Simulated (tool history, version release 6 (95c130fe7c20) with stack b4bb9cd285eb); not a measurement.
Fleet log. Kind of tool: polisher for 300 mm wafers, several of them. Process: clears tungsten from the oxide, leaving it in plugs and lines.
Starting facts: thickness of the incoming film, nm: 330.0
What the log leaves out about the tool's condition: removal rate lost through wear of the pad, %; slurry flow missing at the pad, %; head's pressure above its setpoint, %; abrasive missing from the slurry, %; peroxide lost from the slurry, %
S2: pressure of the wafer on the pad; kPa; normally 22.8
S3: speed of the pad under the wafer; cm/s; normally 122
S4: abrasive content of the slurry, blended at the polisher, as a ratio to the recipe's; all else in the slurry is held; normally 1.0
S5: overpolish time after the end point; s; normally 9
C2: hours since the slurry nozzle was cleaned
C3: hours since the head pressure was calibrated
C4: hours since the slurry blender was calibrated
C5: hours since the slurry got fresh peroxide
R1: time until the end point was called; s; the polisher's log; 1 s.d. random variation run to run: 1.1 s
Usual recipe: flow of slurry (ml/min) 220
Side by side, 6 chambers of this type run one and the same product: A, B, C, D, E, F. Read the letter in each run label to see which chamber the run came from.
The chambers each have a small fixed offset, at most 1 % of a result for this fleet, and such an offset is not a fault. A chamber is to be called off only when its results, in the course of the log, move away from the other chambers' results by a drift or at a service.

{"hour": 1.3, "done": "chamber D: worn pad replaced by a new one"}
{"run": "1D", "hour": 4.0, "flow of slurry (ml/min)": 220, "S2": 22.8, "S3": 122, "S4": 1.0, "S5": 9, "wafers polished on this pad": 28, "C2": 309.6, "C3": 599.8, "C4": 24.1, "C5": 38.7, "R1": 60.061}
{"run": "2F", "hour": 9.9, "flow of slurry (ml/min)": 220, "S2": 22.8, "S3": 122, "S4": 1.0, "S5": 9, "wafers polished on this pad": 186, "C2": 362.0, "C3": 298.1, "C4": 19.7, "C5": 17.5, "R1": 59.96}
{"run": "3A", "hour": 13.4, "flow of slurry (ml/min)": 220, "S2": 22.8, "S3": 122, "S4": 1.0, "S5": 9, "wafers polished on this pad": 1106, "C2": 553.9, "C3": 957.0, "C4": 469.1, "C5": 78.0, "R1": 58.994}
{"run": "4E", "hour": 17.1, "flow of slurry (ml/min)": 220, "S2": 22.8, "S3": 122, "S4": 1.0, "S5": 9, "wafers polished on this pad": 421, "C2": 315.7, "C3": 725.5, "C4": 146.1, "C5": 17.8, "R1": 58.023}
{"run": "5B", "hour": 20.9, "flow of slurry (ml/min)": 220, "S2": 22.8, "S3": 122, "S4": 1.0, "S5": 9, "wafers polished on this pad": 236, "C2": 106.8, "C3": 1316.1, "C4": 127.7, "C5": 70.0, "R1": 61.593}
{"run": "6C", "hour": 27.3, "flow of slurry (ml/min)": 220, "S2": 22.8, "S3": 122, "S4": 1.1, "S5": 9, "wafers polished on this pad": 551, "C2": 323.8, "C3": 406.7, "C4": 237.4, "C5": 72.0, "R1": 60.27}
{"run": "7D", "hour": 31.1, "flow of slurry (ml/min)": 220, "S2": 22.8, "S3": 122, "S4": 1.1, "S5": 9, "wafers polished on this pad": 318, "C2": 336.7, "C3": 626.9, "C4": 51.2, "C5": 65.8, "R1": 59.594}
{"hour": 32.2, "done": "chamber E: slurry nozzle cleaned"}
{"run": "8A", "hour": 38.2, "flow of slurry (ml/min)": 220, "S2": 22.8, "S3": 122, "S4": 1.1, "S5": 9, "wafers polished on this pad": 1371, "C2": 578.7, "C3": 981.8, "C4": 493.9, "C5": 102.8, "R1": 60.166}
{"hour": 43.4, "done": "chamber E: worn pad replaced by a new one"}
{"hour": 43.8, "done": "chamber A: head pressure recalibrated"}
{"run": "9E", "hour": 43.9, "flow of slurry (ml/min)": 220, "S2": 22.8, "S3": 122, "S4": 1.1, "S5": 9, "wafers polished on this pad": 6, "C2": 11.8, "C3": 752.3, "C4": 172.9, "C5": 44.6, "R1": 57.83}
{"hour": 45.8, "done": "chamber C: worn pad replaced by a new one"}
{"hour": 48.8, "done": "chamber A: worn pad replaced by a new one"}
{"run": "10C", "hour": 50.9, "flow of slurry (ml/min)": 220, "S2": 22.8, "S3": 122, "S4": 1.1, "S5": 9, "wafers polished on this pad": 55, "C2": 347.4, "C3": 430.3, "C4": 261.0, "C5": 95.6, "R1": 59.963}
{"hour": 54.1, "done": "chamber C: slurry nozzle cleaned"}
{"run": "11B", "hour": 57.0, "flow of slurry (ml/min)": 220, "S2": 22.8, "S3": 122, "S4": 1.1, "S5": 9, "wafers polished on this pad": 622, "C2": 142.9, "C3": 1352.2, "C4": 163.8, "C5": 106.1, "R1": 58.829}
{"hour": 59.4, "done": "chamber A: slurry blender recalibrated"}
{"run": "12F", "hour": 60.6, "flow of slurry (ml/min)": 220, "S2": 22.8, "S3": 122, "S4": 1.0, "S5": 9, "wafers polished on this pad": 728, "C2": 412.7, "C3": 348.8, "C4": 70.4, "C5": 68.2, "R1": 60.018}
{"run": "13D", "hour": 65.5, "flow of slurry (ml/min)": 170, "S2": 22.8, "S3": 122, "S4": 1.2, "S5": 9, "wafers polished on this pad": 686, "C2": 371.1, "C3": 661.3, "C4": 85.6, "C5": 100.2, "R1": 59.005}
{"run": "14B", "hour": 71.3, "flow of slurry (ml/min)": 170, "S2": 22.8, "S3": 122, "S4": 1.2, "S5": 9, "wafers polished on this pad": 774, "C2": 157.2, "C3": 1366.5, "C4": 178.1, "C5": 120.4, "R1": 59.6}
{"hour": 75.4, "done": "chamber A: slurry nozzle cleaned"}
{"run": "15F", "hour": 76.4, "flow of slurry (ml/min)": 170, "S2": 22.8, "S3": 122, "S4": 1.2, "S5": 9, "wafers polished on this pad": 897, "C2": 428.5, "C3": 364.6, "C4": 86.2, "C5": 84.0, "R1": 62.212}
{"hour": 77.9, "done": "chamber D: slurry tank refilled with fresh slurry and peroxide"}
{"hour": 82.8, "done": "chamber A: slurry tank refilled with fresh slurry and peroxide"}
{"run": "16A", "hour": 83.7, "flow of slurry (ml/min)": 170, "S2": 22.8, "S3": 122, "S4": 1.2, "S5": 9, "wafers polished on this pad": 373, "C2": 8.3, "C3": 39.9, "C4": 24.3, "C5": 0.9, "R1": 58.258}
{"run": "17C", "hour": 88.4, "flow of slurry (ml/min)": 170, "S2": 22.8, "S3": 122, "S4": 1.2, "S5": 9, "wafers polished on this pad": 456, "C2": 34.4, "C3": 467.8, "C4": 298.5, "C5": 133.1, "R1": 60.862}
{"hour": 90.8, "done": "chamber C: slurry tank refilled with fresh slurry and peroxide"}
{"run": "18E", "hour": 94.8, "flow of slurry (ml/min)": 170, "S2": 22.8, "S3": 122, "S4": 1.2, "S5": 9, "wafers polished on this pad": 550, "C2": 62.7, "C3": 803.2, "C4": 223.8, "C5": 95.5, "R1": 57.753}
{"run": "19D", "hour": 99.9, "flow of slurry (ml/min)": 220, "S2": 22.8, "S3": 122, "S4": 1.0, "S5": 9, "wafers polished on this pad": 1054, "C2": 405.5, "C3": 695.7, "C4": 120.0, "C5": 22.0, "R1": 59.468}
{"hour": 100.4, "done": "chamber F: worn pad replaced by a new one"}
{"hour": 103.8, "done": "chamber D: worn pad replaced by a new one"}
{"hour": 104.0, "done": "chamber E: slurry tank refilled with fresh slurry and peroxide"}
{"run": "20F", "hour": 107.0, "flow of slurry (ml/min)": 220, "S2": 22.8, "S3": 122, "S4": 1.0, "S5": 9, "wafers polished on this pad": 71, "C2": 459.1, "C3": 395.2, "C4": 116.8, "C5": 114.6, "R1": 60.87}
{"hour": 107.6, "done": "chamber E: worn pad replaced by a new one"}
{"hour": 109.0, "done": "chamber B: worn pad replaced by a new one"}
{"run": "21B", "hour": 111.4, "flow of slurry (ml/min)": 220, "S2": 22.8, "S3": 122, "S4": 1.0, "S5": 9, "wafers polished on this pad": 25, "C2": 197.3, "C3": 1406.6, "C4": 218.2, "C5": 160.5, "R1": 64.248}
{"hour": 112.1, "done": "chamber F: slurry tank refilled with fresh slurry and peroxide"}
{"run": "22C", "hour": 116.4, "flow of slurry (ml/min)": 220, "S2": 22.8, "S3": 150, "S4": 1.0, "S5": 11, "wafers polished on this pad": 755, "C2": 62.4, "C3": 495.8, "C4": 326.5, "C5": 25.7, "R1": 50.079}
{"run": "23E", "hour": 121.0, "flow of slurry (ml/min)": 220, "S2": 22.8, "S3": 150, "S4": 1.0, "S5": 11, "wafers polished on this pad": 144, "C2": 88.9, "C3": 829.4, "C4": 250.0, "C5": 17.1, "R1": 46.872}
{"hour": 126.7, "done": "chamber C: worn pad replaced by a new one"}
{"hour": 127.5, "done": "chamber B: slurry nozzle cleaned"}
{"run": "24A", "hour": 127.9, "flow of slurry (ml/min)": 220, "S2": 22.8, "S3": 150, "S4": 1.0, "S5": 11, "wafers polished on this pad": 846, "C2": 52.5, "C3": 84.1, "C4": 68.5, "C5": 45.1, "R1": 48.312}
{"run": "25F", "hour": 132.0, "flow of slurry (ml/min)": 220, "S2": 22.8, "S3": 150, "S4": 1.0, "S5": 11, "wafers polished on this pad": 338, "C2": 484.1, "C3": 420.2, "C4": 141.8, "C5": 19.9, "R1": 49.46}
{"run": "26D", "hour": 137.4, "flow of slurry (ml/min)": 220, "S2": 22.8, "S3": 150, "S4": 1.0, "S5": 11, "wafers polished on this pad": 359, "C2": 443.0, "C3": 733.2, "C4": 157.5, "C5": 59.5, "R1": 50.407}
{"hour": 138.3, "done": "chamber F: head pressure recalibrated"}
{"run": "27C", "hour": 142.9, "flow of slurry (ml/min)": 220, "S2": 22.8, "S3": 150, "S4": 1.0, "S5": 11, "wafers polished on this pad": 173, "C2": 88.9, "C3": 522.3, "C4": 353.0, "C5": 52.2, "R1": 48.469}
{"run": "28B", "hour": 147.1, "flow of slurry (ml/min)": 220, "S2": 22.8, "S3": 122, "S4": 1.0, "S5": 9, "wafers polished on this pad": 407, "C2": 19.6, "C3": 1442.3, "C4": 253.9, "C5": 196.2, "R1": 67.545}
{"run": "29E", "hour": 151.8, "flow of slurry (ml/min)": 220, "S2": 22.8, "S3": 122, "S4": 1.0, "S5": 9, "wafers polished on this pad": 473, "C2": 119.7, "C3": 860.2, "C4": 280.8, "C5": 47.9, "R1": 57.911}
{"run": "30A", "hour": 157.7, "flow of slurry (ml/min)": 220, "S2": 22.8, "S3": 122, "S4": 1.0, "S5": 9, "wafers polished on this pad": 1165, "C2": 82.3, "C3": 113.9, "C4": 98.3, "C5": 74.9, "R1": 59.932}
{"hour": 165.1, "done": "chamber A: worn pad replaced by a new one"}
{"run": "31B", "hour": 165.5, "flow of slurry (ml/min)": 220, "S2": 22.8, "S3": 122, "S4": 1.0, "S5": 9, "wafers polished on this pad": 604, "C2": 38.0, "C3": 1460.7, "C4": 272.3, "C5": 214.6, "R1": 69.958}
{"run": "32C", "hour": 171.3, "flow of slurry (ml/min)": 220, "S2": 22.8, "S3": 122, "S4": 1.0, "S5": 9, "wafers polished on this pad": 477, "C2": 117.3, "C3": 550.7, "C4": 381.4, "C5": 80.6, "R1": 63.158}
{"hour": 176.8, "done": "chamber E: worn pad replaced by a new one"}
{"hour": 177.8, "done": "chamber E: slurry blender recalibrated"}
{"run": "33E", "hour": 178.3, "flow of slurry (ml/min)": 220, "S2": 22.8, "S3": 122, "S4": 1.0, "S5": 9, "wafers polished on this pad": 16, "C2": 146.2, "C3": 886.7, "C4": 0.5, "C5": 74.4, "R1": 59.854}
{"hour": 183.9, "done": "chamber D: slurry tank refilled with fresh slurry and peroxide"}
{"hour": 185.3, "done": "chamber F: slurry blender recalibrated"}
{"run": "34A", "hour": 185.5, "flow of slurry (ml/min)": 220, "S2": 22.8, "S3": 122, "S4": 1.0, "S5": 9, "wafers polished on this pad": 218, "C2": 110.1, "C3": 141.7, "C4": 126.1, "C5": 102.7, "R1": 61.683}
{"hour": 189.5, "done": "chamber D: slurry nozzle cleaned"}
{"run": "35D", "hour": 193.3, "flow of slurry (ml/min)": 220, "S2": 22.8, "S3": 122, "S4": 1.0, "S5": 9, "wafers polished on this pad": 957, "C2": 3.9, "C3": 789.1, "C4": 213.4, "C5": 9.5, "R1": 58.715}
{"hour": 197.2, "done": "chamber F: slurry nozzle cleaned"}
{"run": "36F", "hour": 199.4, "flow of slurry (ml/min)": 220, "S2": 22.8, "S3": 122, "S4": 1.0, "S5": 9, "wafers polished on this pad": 1059, "C2": 2.3, "C3": 61.1, "C4": 14.2, "C5": 87.3, "R1": 59.903}

All 6 chambers run these settings next. Forecast each chamber's results:
{"run": "37A", "hour": 205.1, "flow of slurry (ml/min)": 220, "S2": 17.9, "S3": 122, "S4": 1.0, "S5": 9, "R1": "?"}
{"run": "37B", "hour": 205.1, "flow of slurry (ml/min)": 220, "S2": 17.9, "S3": 122, "S4": 1.0, "S5": 9, "R1": "?"}
{"run": "37C", "hour": 205.1, "flow of slurry (ml/min)": 220, "S2": 17.9, "S3": 122, "S4": 1.0, "S5": 9, "R1": "?"}
{"run": "37D", "hour": 205.1, "flow of slurry (ml/min)": 220, "S2": 17.9, "S3": 122, "S4": 1.0, "S5": 9, "R1": "?"}
{"run": "37E", "hour": 205.1, "flow of slurry (ml/min)": 220, "S2": 17.9, "S3": 122, "S4": 1.0, "S5": 9, "R1": "?"}
{"run": "37F", "hour": 205.1, "flow of slurry (ml/min)": 220, "S2": 17.9, "S3": 122, "S4": 1.0, "S5": 9, "R1": "?"}

run=37A R1=75.819
run=37B R1=97.173
run=37C R1=79.121
run=37D R1=74.682
run=37E R1=78.024
run=37F R1=76.030

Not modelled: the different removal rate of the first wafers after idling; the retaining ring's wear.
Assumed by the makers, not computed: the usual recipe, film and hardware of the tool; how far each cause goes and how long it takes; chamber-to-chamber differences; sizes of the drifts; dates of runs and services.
